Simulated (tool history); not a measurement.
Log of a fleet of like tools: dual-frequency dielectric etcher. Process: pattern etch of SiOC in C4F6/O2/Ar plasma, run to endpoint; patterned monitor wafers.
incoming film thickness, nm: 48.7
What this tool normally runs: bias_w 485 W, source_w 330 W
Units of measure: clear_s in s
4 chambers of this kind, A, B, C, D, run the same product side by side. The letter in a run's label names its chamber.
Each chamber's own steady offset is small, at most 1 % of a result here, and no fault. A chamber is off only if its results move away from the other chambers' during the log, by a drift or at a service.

run	day	bias_w	source_w	clear_s
1C	0.592	485	330	17.856
2A	1.183	485	330	17.736
3D	1.688	485	330	17.82
4B	2.029	485	330	17.881
5B	2.596	485	330	17.876
6A	3.258	594	330	16.418
7D	3.871	594	330	16.46
# day 3.879: chamber C: source power generator calibrated
8C	4.288	594	330	16.442
9B	4.612	594	330	16.646
10A	5.15	485	330	17.747
# day 5.571: chamber B: wet clean of the chamber
11C	5.579	485	330	17.682
12D	6.021	485	330	17.913
13D	6.396	485	330	17.837
14B	7.012	485	330	17.905
15A	7.425	485	330	17.778
16C	8.021	485	330	17.648
17C	8.667	485	330	17.632
18A	9.083	485	330	17.624
19B	9.6	485	330	17.846
20D	9.9	485	330	17.839
21D	10.454	485	330	17.844
# day 10.771: chamber A: wet clean of the chamber
22B	11.025	485	330	17.847
23C	11.421	485	330	17.427
24A	11.842	485	330	17.634
25D	12.138	485	330	17.803
26C	12.538	485	330	17.397
27B	12.946	485	330	17.883
28A	13.612	485	330	17.764
29A	13.9	485	330	17.651
30B	14.225	485	330	17.869
31D	14.521	485	330	17.833
32C	15.079	485	330	17.329
33C	15.671	485	330	17.234
# day 15.975: chamber D: wet clean of the chamber
34A	16.125	485	330	17.656
35D	16.567	485	330	17.797
36B	17.046	485	330	17.886
37D	17.383	485	330	17.832
38B	17.925	375	330	19.549
39C	18.55	375	330	18.948
40A	19.154	375	330	19.424
41B	19.646	375	330	19.536
# day 20.038: chamber A: source power generator calibrated
42A	20.042	485	330	17.668
43C	20.529	485	330	17.148

The same settings go to every chamber for the next run, one line per chamber below. Forecast the results for each:
44A	21.004	485	330	?
44B	21.004	485	330	?
44C	21.004	485	330	?
44D	21.004	485	330	?

run	clear_s
44A	17.739
44B	17.88
44C	17.153
44D	17.877
